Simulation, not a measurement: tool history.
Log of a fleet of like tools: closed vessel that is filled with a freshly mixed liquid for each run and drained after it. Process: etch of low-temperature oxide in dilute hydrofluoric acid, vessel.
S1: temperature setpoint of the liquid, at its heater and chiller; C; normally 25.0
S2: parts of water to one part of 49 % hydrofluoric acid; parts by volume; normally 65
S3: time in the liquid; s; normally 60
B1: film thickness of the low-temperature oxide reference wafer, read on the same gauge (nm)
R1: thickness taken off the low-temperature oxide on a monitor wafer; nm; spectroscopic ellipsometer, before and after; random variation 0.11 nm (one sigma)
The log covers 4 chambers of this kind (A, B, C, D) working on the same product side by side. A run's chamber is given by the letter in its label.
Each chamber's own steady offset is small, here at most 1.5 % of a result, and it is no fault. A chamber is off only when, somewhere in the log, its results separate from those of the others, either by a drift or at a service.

| run | hour | S1 | S2 | S3 | B1 | R1 |
|---|---|---|---|---|---|---|
| 1C | 7.5 | 25.0 | 65 | 60 | 129.99 | 22.922 |
| 2B | 15.9 | 25.0 | 65 | 60 | 130.00 | 22.717 |
| 3A | 25.2 | 25.0 | 65 | 60 | 130.02 | 22.596 |
| 4D | 35.0 | 25.0 | 65 | 60 | 129.98 | 22.699 |
| 5C | 40.2 | 25.0 | 65 | 60 | 130.00 | 23.011 |
| 6B | 49.0 | 25.0 | 65 | 60 | 130.00 | 22.397 |
| 7D | 57.1 | 25.0 | 65 | 60 | 130.00 | 22.625 |
| 8A | 63.0 | 25.0 | 65 | 60 | 129.99 | 22.426 |
| 9A | 68.1 | 25.0 | 65 | 60 | 130.01 | 22.300 |
| 10D | 74.2 | 25.0 | 65 | 60 | 129.99 | 22.547 |
| 11B | 80.1 | 25.0 | 65 | 60 | 130.01 | 22.499 |
| 12C | 86.5 | 25.0 | 65 | 60 | 129.99 | 22.953 |
| 13D | 92.7 | 22.0 | 65 | 75 | 129.99 | 25.134 |
| 14A | 98.3 | 22.0 | 65 | 75 | 129.98 | 24.763 |
| 15B | 108.6 | 22.0 | 65 | 75 | 129.99 | 24.561 |
| 16C | 113.3 | 22.0 | 65 | 75 | 130.01 | 25.019 |
| 17D | 119.7 | 25.0 | 40 | 60 | 129.99 | 38.082 |
| 18C | 125.3 | 25.0 | 40 | 60 | 130.00 | 38.271 |
| 19B | 132.0 | 25.0 | 40 | 60 | 130.02 | 37.393 |
| 20A | 142.3 | 25.0 | 40 | 60 | 130.01 | 38.095 |
| 21A | 149.0 | 25.0 | 65 | 60 | 130.00 | 22.592 |
| 22C | 154.4 | 25.0 | 65 | 60 | 129.99 | 22.876 |
| 23D | 163.4 | 25.0 | 85 | 60 | 129.98 | 16.741 |
| 24B | 167.9 | 25.0 | 85 | 60 | 130.01 | 16.405 |
| 25A | 176.8 | 25.0 | 85 | 60 | 129.99 | 16.572 |
|  | 184.4 | chamber A: thermometer replaced |
| 26B | 186.2 | 25.0 | 85 | 60 | 129.99 | 16.468 |
|  | 191.5 | chamber C: thermometer replaced |
| 27D | 196.4 | 25.0 | 65 | 60 | 130.00 | 22.571 |
| 28C | 201.2 | 27.5 | 65 | 60 | 130.00 | 25.022 |
| 29B | 211.2 | 27.5 | 65 | 60 | 130.03 | 24.325 |
| 30D | 215.8 | 27.5 | 65 | 60 | 129.99 | 25.017 |
| 31A | 223.5 | 27.5 | 65 | 60 | 130.00 | 24.618 |
| 32C | 231.0 | 25.0 | 45 | 85 | 129.99 | 47.779 |
| 33C | 236.7 | 25.0 | 45 | 85 | 130.00 | 47.953 |
| 34D | 246.9 | 25.0 | 45 | 85 | 129.98 | 47.884 |
| 35B | 255.9 | 25.0 | 45 | 85 | 130.01 | 46.603 |
| 36A | 264.6 | 25.0 | 65 | 60 | 130.01 | 22.125 |
| 37D | 271.2 | 25.0 | 65 | 60 | 130.01 | 22.686 |
| 38C | 276.1 | 25.0 | 65 | 60 | 130.01 | 22.887 |
| 39B | 284.0 | 25.0 | 65 | 60 | 129.99 | 21.833 |
| 40A | 293.6 | 25.0 | 65 | 60 | 130.00 | 22.462 |
| 41A | 299.2 | 25.0 | 65 | 60 | 129.98 | 22.470 |
| 42C | 307.1 | 25.0 | 65 | 60 | 130.00 | 22.639 |
| 43B | 311.9 | 25.0 | 65 | 60 | 130.00 | 21.449 |
| 44D | 319.9 | 25.0 | 65 | 60 | 129.97 | 22.622 |

Which is it: a chamber that has drifted or been left off by a service, a gauge drift common to all chambers, or only each chamber's usual small offset? If a chamber is off, name it and its likeliest cause.

One chamber, B, drifts off from the rest bit by bit.
Cause: hydrofluoric acid flow below the setpoint (%) = 3.56.
The log may not separate it from: liquid colder than its thermometer reads (K).

Chamber B could run next with any of the 4 candidate recipes listed below; each alters the usual settings, and their results appear as question marks. Which one brings its results back in line with what the other chambers deliver on the usual settings?
A result is in line if it is within this distance of the other chambers' mean on the usual settings: R1 0.390 nm
| 45B-1 | 327.3 | 26.0 | 65 | 60 |  | ? |
| 45B-2 | 327.3 | 25.0 | 60 | 60 |  | ? |
| 45B-3 | 327.3 | 25.0 | 70 | 60 |  | ? |
| 45B-4 | 327.3 | 24.0 | 65 | 60 |  | ? |

Mean of the other chambers on the usual settings: R1 22.621 nm
| run | R1 |
|---|---|
| 45B-1 | 22.553 |
| 45B-2 | 23.648 |
| 45B-3 | 19.954 |
| 45B-4 | 20.792 |
45B-1 brings the chamber back in line.
